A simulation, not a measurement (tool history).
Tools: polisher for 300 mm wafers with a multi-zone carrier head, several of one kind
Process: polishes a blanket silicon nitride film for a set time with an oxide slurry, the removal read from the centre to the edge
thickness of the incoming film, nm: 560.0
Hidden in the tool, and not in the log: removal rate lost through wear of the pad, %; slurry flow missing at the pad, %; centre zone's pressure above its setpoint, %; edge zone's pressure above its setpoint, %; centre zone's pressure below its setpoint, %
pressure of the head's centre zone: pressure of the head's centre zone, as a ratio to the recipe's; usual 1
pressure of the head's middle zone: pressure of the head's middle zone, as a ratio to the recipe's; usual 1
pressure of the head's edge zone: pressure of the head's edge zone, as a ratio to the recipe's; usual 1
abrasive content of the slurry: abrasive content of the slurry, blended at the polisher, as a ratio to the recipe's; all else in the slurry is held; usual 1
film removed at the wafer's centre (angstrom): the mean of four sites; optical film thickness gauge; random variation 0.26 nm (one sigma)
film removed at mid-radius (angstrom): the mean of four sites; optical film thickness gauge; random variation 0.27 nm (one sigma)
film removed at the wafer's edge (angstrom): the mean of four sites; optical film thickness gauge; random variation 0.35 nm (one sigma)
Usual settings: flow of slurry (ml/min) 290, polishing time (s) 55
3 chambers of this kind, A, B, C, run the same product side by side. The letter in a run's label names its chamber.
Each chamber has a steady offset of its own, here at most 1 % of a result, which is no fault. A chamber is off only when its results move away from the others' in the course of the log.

| run | hour | flow of slurry (ml/min) | pressure of the head's centre zone | pressure of the head's middle zone | pressure of the head's edge zone | abrasive content of the slurry | polishing time (s) | wafers polished on this pad | hours since the slurry nozzle was cleaned | hours since the centre zone pressure was calibrated | hours since the edge zone pressure was calibrated | film removed at the wafer's centre (angstrom) | film removed at mid-radius (angstrom) | film removed at the wafer's edge (angstrom) |
|---|---|---|---|---|---|---|---|---|---|---|---|---|---|---|
| 1A | 2.4 | 290 | 1 | 1 | 1 | 1 | 55 | 168 | 227 | 453.8 | 720.4 | 282.04 | 279.3 | 282.25 |
| 2B | 5.3 | 290 | 1 | 1 | 1 | 1 | 55 | 794 | 441.9 | 417 | 207.5 | 282.65 | 277.69 | 284.24 |
|  | 9.1 | chamber B: worn pad replaced by a new one |
| 3C | 10 | 290 | 1 | 1 | 1 | 1 | 55 | 331 | 546.7 | 1585 | 117.3 | 284.98 | 277.97 | 287.8 |
|  | 10.7 | chamber A: slurry nozzle cleaned |
| 4A | 13.6 | 290 | 1 | 1 | 1 | 1 | 55 | 283 | 2.9 | 465 | 731.6 | 279.51 | 286.13 | 284.31 |
| 5B | 15.8 | 290 | 1 | 1 | 1 | 1 | 55 | 69 | 452.4 | 427.5 | 218 | 284.89 | 281.13 | 285.8 |
| 6C | 20.4 | 290 | 1 | 1 | 1 | 1 | 55 | 438 | 557.1 | 1595.4 | 127.7 | 282.87 | 284.69 | 279.33 |
| 7B | 23.5 | 290 | 1 | 1 | 1 | 1 | 55 | 148 | 460.1 | 435.2 | 225.7 | 283.18 | 276.82 | 283.01 |
| 8C | 28.2 | 290 | 1 | 1.1 | 1 | 1 | 55 | 518 | 564.9 | 1603.2 | 135.5 | 280.47 | 307.78 | 283.44 |
| 9A | 32.2 | 290 | 1 | 1.1 | 1 | 1 | 55 | 474 | 21.5 | 483.6 | 750.2 | 282.39 | 312.16 | 288.18 |
| 10A | 37 | 290 | 1 | 1.1 | 1 | 1 | 55 | 524 | 26.3 | 488.4 | 755 | 283.46 | 307.85 | 284.44 |
|  | 41 | chamber A: worn pad replaced by a new one |
| 11C | 41.1 | 290 | 1 | 1 | 1 | 1 | 55 | 650 | 577.8 | 1616.1 | 148.4 | 285.68 | 283.15 | 284.28 |
| 12B | 44.1 | 290 | 1 | 1 | 1 | 1 | 55 | 360 | 480.7 | 455.8 | 246.3 | 281.1 | 281.75 | 285.12 |
| 13B | 48.2 | 290 | 1 | 1 | 1 | 1 | 55 | 402 | 484.8 | 459.9 | 250.4 | 281.37 | 279 | 282.29 |
| 14C | 50.3 | 290 | 1 | 1 | 1 | 1 | 55 | 745 | 587 | 1625.3 | 157.6 | 286.02 | 283.19 | 282.99 |
| 15A | 54.2 | 290 | 1 | 1 | 1 | 1 | 55 | 135 | 43.5 | 505.6 | 772.2 | 281.15 | 283.34 | 286.87 |
| 16B | 57.3 | 290 | 1 | 1 | 1 | 1 | 55 | 495 | 493.9 | 469 | 259.5 | 282.22 | 280.68 | 285.15 |
| 17C | 60.5 | 290 | 1 | 1 | 1 | 1 | 55 | 850 | 597.2 | 1635.5 | 167.8 | 284.48 | 280.31 | 280.63 |
|  | 62.1 | chamber C: centre zone pressure recalibrated |
| 18A | 65.2 | 290 | 1 | 1 | 1 | 1 | 55 | 248 | 54.5 | 516.6 | 783.2 | 284.41 | 285.92 | 284.23 |
| 19A | 69 | 290 | 1 | 1 | 1 | 1 | 55 | 287 | 58.3 | 520.4 | 787 | 284.34 | 285.72 | 280.13 |
| 20B | 73.3 | 290 | 1 | 1 | 1 | 1 | 55 | 659 | 509.9 | 485 | 275.5 | 277.34 | 276.95 | 279.45 |
| 21C | 75.7 | 290 | 1 | 1 | 1 | 1 | 55 | 1006 | 612.4 | 13.6 | 183 | 251.36 | 281.28 | 287.84 |
| 22A | 79.2 | 290 | 1 | 1 | 1 | 1 | 55 | 392 | 68.5 | 530.6 | 797.2 | 282.09 | 284.14 | 280.42 |
| 23B | 83.6 | 290 | 1 | 1 | 1 | 1 | 55 | 765 | 520.2 | 495.3 | 285.8 | 285.51 | 280.35 | 286.51 |
|  | 86.3 | chamber A: worn pad replaced by a new one |
|  | 87.6 | chamber B: worn pad replaced by a new one |
| 24C | 87.7 | 290 | 1 | 1 | 1 | 1 | 55 | 1129 | 624.4 | 25.6 | 195 | 250.04 | 281.89 | 286.12 |
| 25A | 92.5 | 290 | 1 | 1 | 1 | 1 | 55 | 64 | 81.8 | 543.9 | 810.5 | 279.87 | 285.63 | 284.18 |
| 26B | 96.5 | 320 | 1.09 | 1 | 1 | 1 | 55 | 92 | 533.1 | 508.2 | 298.7 | 315.56 | 284.56 | 287.36 |
| 27C | 99.4 | 320 | 1.09 | 1 | 1 | 1 | 55 | 1249 | 636.1 | 37.3 | 206.7 | 281.28 | 288.98 | 286.51 |
| 28A | 102 | 320 | 1.09 | 1 | 1 | 1 | 55 | 161 | 91.3 | 553.4 | 820 | 313.17 | 284.38 | 286.73 |
| 29C | 105.4 | 290 | 1 | 1 | 1 | 1 | 55 | 1311 | 642.1 | 43.3 | 212.7 | 251.85 | 286.87 | 277.9 |
| 30B | 108.2 | 290 | 1 | 1 | 1 | 1 | 55 | 212 | 544.8 | 519.9 | 310.4 | 285.09 | 282.98 | 282.47 |
| 31B | 111.6 | 290 | 1 | 1 | 1 | 1 | 55 | 247 | 548.2 | 523.3 | 313.8 | 288.3 | 285.57 | 277.88 |
| 32C | 114.4 | 290 | 1 | 1 | 1 | 1 | 55 | 1403 | 651.1 | 52.3 | 221.7 | 246.83 | 283.35 | 282.69 |
|  | 118.9 | chamber C: worn pad replaced by a new one |
| 33A | 119.2 | 290 | 1 | 1 | 1 | 1 | 55 | 338 | 108.5 | 570.6 | 837.2 | 284.66 | 283.96 | 288.21 |
| 34B | 122.4 | 290 | 1 | 1 | 1 | 1 | 55 | 358 | 559 | 534.1 | 324.6 | 281.1 | 282.88 | 286.42 |
| 35C | 125.5 | 290 | 1 | 1 | 1 | 1 | 70 | 67 | 662.2 | 63.4 | 232.8 | 317.34 | 360.76 | 356.91 |
| 36A | 128.6 | 290 | 1 | 1 | 1 | 1 | 70 | 434 | 117.9 | 580 | 846.6 | 363.85 | 360.05 | 353.71 |
| 37C | 131.1 | 290 | 1 | 1 | 1 | 1 | 70 | 125 | 667.8 | 69 | 238.4 | 316.31 | 356 | 362.99 |
| 38A | 133.4 | 290 | 1 | 1 | 1 | 1 | 55 | 484 | 122.7 | 584.8 | 851.4 | 285.52 | 282.08 | 289.16 |

Next, every chamber runs the same settings. What will each give?
| 39A | 136.9 | 290 | 1 | 1 | 1 | 1 | 55 |  |  |  |  | ? | ? | ? |
| 39B | 136.9 | 290 | 1 | 1 | 1 | 1 | 55 |  |  |  |  | ? | ? | ? |
| 39C | 136.9 | 290 | 1 | 1 | 1 | 1 | 55 |  |  |  |  | ? | ? | ? |

| run | film removed at the wafer's centre (angstrom) | film removed at mid-radius (angstrom) | film removed at the wafer's edge (angstrom) |
|---|---|---|---|
| 39A | 284.9 | 280.88 | 286.8 |
| 39B | 279.55 | 284.16 | 284.91 |
| 39C | 253.09 | 284.8 | 285.56 |
